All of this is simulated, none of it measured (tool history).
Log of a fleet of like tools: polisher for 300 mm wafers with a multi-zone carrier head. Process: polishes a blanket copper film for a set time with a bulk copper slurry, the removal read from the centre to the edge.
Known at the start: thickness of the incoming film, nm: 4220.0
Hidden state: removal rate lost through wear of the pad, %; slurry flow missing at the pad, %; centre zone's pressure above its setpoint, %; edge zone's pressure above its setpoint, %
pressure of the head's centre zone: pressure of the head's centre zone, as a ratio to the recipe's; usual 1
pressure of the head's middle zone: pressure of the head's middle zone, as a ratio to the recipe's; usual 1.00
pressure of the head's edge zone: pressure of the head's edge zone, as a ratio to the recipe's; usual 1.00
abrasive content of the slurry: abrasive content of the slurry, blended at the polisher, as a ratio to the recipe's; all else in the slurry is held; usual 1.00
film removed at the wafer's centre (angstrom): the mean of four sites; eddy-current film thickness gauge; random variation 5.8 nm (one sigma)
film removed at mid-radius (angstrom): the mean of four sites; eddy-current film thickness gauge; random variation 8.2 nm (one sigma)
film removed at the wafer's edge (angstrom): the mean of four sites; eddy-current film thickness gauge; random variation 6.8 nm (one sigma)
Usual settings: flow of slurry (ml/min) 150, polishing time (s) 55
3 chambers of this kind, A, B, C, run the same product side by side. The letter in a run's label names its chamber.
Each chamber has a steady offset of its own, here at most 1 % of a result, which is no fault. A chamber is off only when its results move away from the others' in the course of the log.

run	hour	flow of slurry (ml/min)	pressure of the head's centre zone	pressure of the head's middle zone	pressure of the head's edge zone	abrasive content of the slurry	polishing time (s)	wafers polished on this pad	hours since the slurry nozzle was cleaned	hours since the centre zone pressure was calibrated	hours since the edge zone pressure was calibrated	film removed at the wafer's centre (angstrom)	film removed at mid-radius (angstrom)	film removed at the wafer's edge (angstrom)
1B	6.2	150	1	1.00	1.00	1.00	55	968	340.9	609.4	285.1	6221.9	6326.9	6305.7
2C	15.1	150	1	1.00	1.00	1.00	55	425	329.5	16.1	377.2	6191.9	6172.3	6116.7
3A	22.0	150	1	1.00	1.00	1.00	55	593	69.2	390.4	251.6	6131.5	6250.3	6318.8
# hour 23.9: chamber C: slurry nozzle cleaned
4A	28.2	150	1	1.00	1.00	1.00	55	633	75.4	396.6	257.8	6203.1	6176.2	6223.7
5B	33.6	150	1	1.00	1.00	1.00	55	1145	368.3	636.8	312.5	6258.6	6401.1	6130.6
# hour 39.6: chamber B: worn pad replaced by a new one
6C	43.2	150	1	1.00	1.00	1.00	55	606	19.3	44.2	405.3	6275.7	6230.9	6248.4
7C	50.6	150	1	1.04	1.00	1.25	55	654	26.7	51.6	412.7	6597.9	6643.3	6462.4
# hour 56.5: chamber B: centre zone pressure recalibrated
8B	59.6	150	1	1.04	1.00	1.25	55	129	394.3	3.1	338.5	6610.0	6636.0	6565.5
9A	67.4	150	1	1.04	1.00	1.25	55	886	114.6	435.8	297.0	6497.7	6659.5	6503.0
10C	79.1	150	1	1.00	1.00	1.00	55	838	55.2	80.1	441.2	6254.9	6126.8	6172.7
11B	91.6	150	1	1.00	1.00	1.00	55	336	426.3	35.1	370.5	6127.7	6318.7	6324.6
12A	102.3	150	1	1.00	1.00	1.00	55	1112	149.5	470.7	331.9	6127.2	6265.7	6193.4
13C	114.2	150	1	1.00	1.00	1.00	55	1065	90.3	115.2	476.3	6143.7	6202.6	6173.0
14B	123.9	150	1	1.00	1.00	1.00	55	545	458.6	67.4	402.8	6335.4	6142.3	6230.4
# hour 129.0: chamber A: worn pad replaced by a new one
15A	135.6	150	1	1.00	1.00	0.85	55	43	182.8	504.0	365.2	5967.6	5979.8	5990.9
16B	148.1	150	1	1.00	1.00	0.85	55	701	482.8	91.6	427.0	6011.2	6143.0	6128.1
17A	158.5	150	1	1.00	1.00	0.85	55	191	205.7	526.9	388.1	5977.0	6065.5	6074.2
18C	170.0	150	1	1.00	1.00	1.00	55	1426	146.1	171.0	532.1	6031.8	6088.2	5942.0
19A	176.0	150	1	1.00	1.00	1.00	55	304	223.2	544.4	405.6	6149.7	6226.4	6330.2
20C	185.2	150	1	1.00	1.00	1.00	55	1525	161.3	186.2	547.3	5994.9	5980.3	5957.4
21B	194.7	150	1	1.00	1.00	1.00	55	1003	529.4	138.2	473.6	6246.0	6106.0	6244.4
# hour 203.4: chamber B: worn pad replaced by a new one
22B	205.1	150	1	1.00	1.00	1.00	55	11	539.8	148.6	484.0	6190.6	6254.9	6280.7
23A	215.0	150	1	1.00	1.00	1.00	55	556	262.2	583.4	444.6	6100.3	6152.6	6245.4
24C	225.4	150	1	1.00	1.00	1.00	55	1784	201.5	226.4	587.5	5980.6	5845.7	5986.3
25A	232.4	150	1	1.00	1.00	1.00	61	669	279.6	600.8	462.0	6835.4	6846.3	6969.9
26C	240.8	150	1	1.00	1.00	1.00	61	1884	216.9	241.8	602.9	6604.1	6357.5	6511.8
27B	249.8	150	1	1.00	1.00	1.00	61	300	584.5	193.3	528.7	6985.0	7040.1	6993.8
28B	259.8	195	1	1.00	0.95	1.00	55	365	594.5	203.3	538.7	6618.1	6545.0	6353.0
# hour 265.4: chamber B: edge zone pressure recalibrated
29C	265.5	195	1	1.00	0.95	1.00	55	2044	241.6	266.5	627.6	6276.7	6189.7	5828.5
30A	277.0	195	1	1.00	0.95	1.00	55	957	324.2	645.4	506.6	6499.6	6563.2	6436.0
31C	288.2	150	1	1.00	1.00	1.00	55	2191	264.3	289.2	650.3	5905.1	5863.2	5797.0
32A	299.9	150	1	1.00	1.00	1.00	55	1105	347.1	668.3	529.5	6231.3	6144.5	6163.3
33B	308.0	150	1	1.00	1.00	1.00	55	676	642.7	251.5	42.7	6260.2	6198.7	6267.0
# hour 312.6: chamber C: slurry nozzle cleaned
34C	319.5	150	1	1.00	1.00	1.00	55	2393	6.9	320.5	681.6	5838.1	5723.2	5850.2
35A	329.1	150	1	1.12	1.12	1.00	55	1294	376.3	697.5	558.7	6213.1	6769.0	6651.9
36B	336.7	150	1	1.12	1.12	1.00	55	862	671.4	280.2	71.4	6142.4	6907.9	6720.1

Next, every chamber runs the same settings. What will each give?
37A	345.7	150	1	1.00	0.95	1.00	55					?	?	?
37B	345.7	150	1	1.00	0.95	1.00	55					?	?	?
37C	345.7	150	1	1.00	0.95	1.00	55					?	?	?

run	film removed at the wafer's centre (angstrom)	film removed at mid-radius (angstrom)	film removed at the wafer's edge (angstrom)
37A	6064.9	6207.5	6081.2
37B	6285.9	6346.9	6011.5
37C	5810.0	5654.9	5528.0
